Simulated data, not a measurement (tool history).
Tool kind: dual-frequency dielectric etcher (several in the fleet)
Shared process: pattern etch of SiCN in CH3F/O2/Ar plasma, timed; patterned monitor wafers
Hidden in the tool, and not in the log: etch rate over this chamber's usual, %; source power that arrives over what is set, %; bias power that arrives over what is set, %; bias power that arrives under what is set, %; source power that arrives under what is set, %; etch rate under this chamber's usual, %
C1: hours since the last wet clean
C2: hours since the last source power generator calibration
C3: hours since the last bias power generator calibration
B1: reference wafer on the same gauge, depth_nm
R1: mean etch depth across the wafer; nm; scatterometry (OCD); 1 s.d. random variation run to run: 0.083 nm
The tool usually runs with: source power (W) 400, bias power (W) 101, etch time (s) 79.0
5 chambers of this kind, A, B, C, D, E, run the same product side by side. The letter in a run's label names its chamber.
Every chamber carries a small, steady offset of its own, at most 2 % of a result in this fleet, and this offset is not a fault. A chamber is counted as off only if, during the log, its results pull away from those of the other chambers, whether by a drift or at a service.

Run 1B, day 0.629: usual settings; C1 447.0; C2 1131.9; C3 3319.1; B1 27.701. Result: R1 33.726 nm.
Run 2D, day 0.938: usual settings; C1 522.8; C2 727.6; C3 662.6; B1 27.710. Result: R1 33.328 nm.
Run 3E, day 1.475: usual settings; C1 615.9; C2 1286.3; C3 93.0; B1 27.712. Result: R1 33.431 nm.
At day 1.692: chamber D: wet clean of the chamber.
Run 4A, day 2.129: usual settings; C1 414.0; C2 1347.0; C3 291.3; B1 27.701. Result: R1 33.478 nm.
At day 2.562: chamber C: source power generator calibrated.
Run 5C, day 2.767: usual settings but bias power (W) 88; C1 497.1; C2 5.0; C3 2592.7; B1 27.688. Result: R1 32.228 nm.
Run 6B, day 3.354: usual settings but bias power (W) 88; C1 512.4; C2 1197.3; C3 3384.5; B1 27.686. Result: R1 31.948 nm.
Run 7A, day 3.833: usual settings but bias power (W) 88; C1 454.9; C2 1387.9; C3 332.2; B1 27.702. Result: R1 31.838 nm.
At day 3.933: chamber E: wet clean of the chamber.
Run 8C, day 4.138: usual settings but bias power (W) 88; C1 530.0; C2 37.9; C3 2625.6; B1 27.718. Result: R1 32.367 nm.
At day 4.550: chamber B: wet clean of the chamber.
Run 9D, day 4.558: usual settings but bias power (W) 88; C1 68.8; C2 814.5; C3 749.5; B1 27.686. Result: R1 31.655 nm.
At day 4.850: chamber C: wet clean of the chamber.
Run 10E, day 5.083: usual settings; C1 27.6; C2 1372.9; C3 179.6; B1 27.696. Result: R1 33.582 nm.
At day 5.500: chamber A: wet clean of the chamber.
Run 11E, day 5.658: usual settings; C1 41.4; C2 1386.7; C3 193.4; B1 27.708. Result: R1 33.626 nm.
Run 12C, day 6.067: usual settings; C1 29.2; C2 84.2; C3 2671.9; B1 27.712. Result: R1 33.968 nm.
Run 13B, day 6.458: usual settings but bias power (W) 119; C1 45.8; C2 1271.8; C3 3459.0; B1 27.691. Result: R1 35.749 nm.
Run 14A, day 6.825: usual settings but bias power (W) 119; C1 31.8; C2 1459.7; C3 404.0; B1 27.698. Result: R1 35.601 nm.
Run 15D, day 7.283: usual settings but bias power (W) 119; C1 134.2; C2 879.9; C3 814.9; B1 27.719. Result: R1 35.556 nm.
Run 16D, day 7.850: usual settings but bias power (W) 119; C1 147.8; C2 893.5; C3 828.5; B1 27.719. Result: R1 35.528 nm.
Run 17C, day 8.321: usual settings but bias power (W) 119; C1 83.3; C2 138.3; C3 2726.0; B1 27.696. Result: R1 36.420 nm.
Run 18A, day 8.754: usual settings; C1 78.1; C2 1506.0; C3 450.3; B1 27.700. Result: R1 33.568 nm.
Run 19E, day 9.117: usual settings; C1 124.4; C2 1469.7; C3 276.4; B1 27.706. Result: R1 33.546 nm.
Run 20B, day 9.546: usual settings; C1 119.9; C2 1345.9; C3 3533.1; B1 27.696. Result: R1 33.527 nm.
Run 21D, day 10.008: usual settings; C1 199.6; C2 945.3; C3 880.3; B1 27.701. Result: R1 33.349 nm.
Run 22C, day 10.608: usual settings; C1 138.2; C2 193.2; C3 2780.9; B1 27.714. Result: R1 34.014 nm.
Run 23A, day 11.162: usual settings; C1 135.9; C2 1563.8; C3 508.1; B1 27.708. Result: R1 33.590 nm.
Run 24E, day 11.508: usual settings; C1 181.8; C2 1527.1; C3 333.8; B1 27.688. Result: R1 33.597 nm.
Run 25B, day 11.938: usual settings; C1 177.3; C2 1403.3; C3 3590.5; B1 27.688. Result: R1 33.567 nm.
Run 26E, day 12.525: usual settings but etch time (s) 90.0; C1 206.2; C2 1551.5; C3 358.2; B1 27.702. Result: R1 38.426 nm.
Run 27A, day 12.900: usual settings but etch time (s) 90.0; C1 177.6; C2 1605.5; C3 549.8; B1 27.700. Result: R1 38.260 nm.
Run 28C, day 13.504: usual settings but etch time (s) 90.0; C1 207.7; C2 262.7; C3 2850.4; B1 27.688. Result: R1 38.798 nm.
Run 29D, day 14.100: usual settings but etch time (s) 90.0; C1 297.8; C2 1043.5; C3 978.5; B1 27.697. Result: R1 38.104 nm.
Run 30B, day 14.729: usual settings but etch time (s) 90.0; C1 244.3; C2 1470.3; C3 3657.5; B1 27.711. Result: R1 38.236 nm.
Run 31D, day 15.212: usual settings; C1 324.5; C2 1070.2; C3 1005.2; B1 27.694. Result: R1 33.438 nm.
Run 32B, day 15.712: usual settings; C1 267.9; C2 1493.9; C3 3681.1; B1 27.700. Result: R1 33.445 nm.
Run 33A, day 16.333: usual settings; C1 260.0; C2 1687.9; C3 632.2; B1 27.696. Result: R1 33.561 nm.

Is one chamber out of step, is the gauge drifting, or do the chambers differ by no more than their own small offsets? For an off chamber, give its letter and the likeliest cause.

Beyond each chamber's small constant offset nothing stands out, and the gauge stays steady.
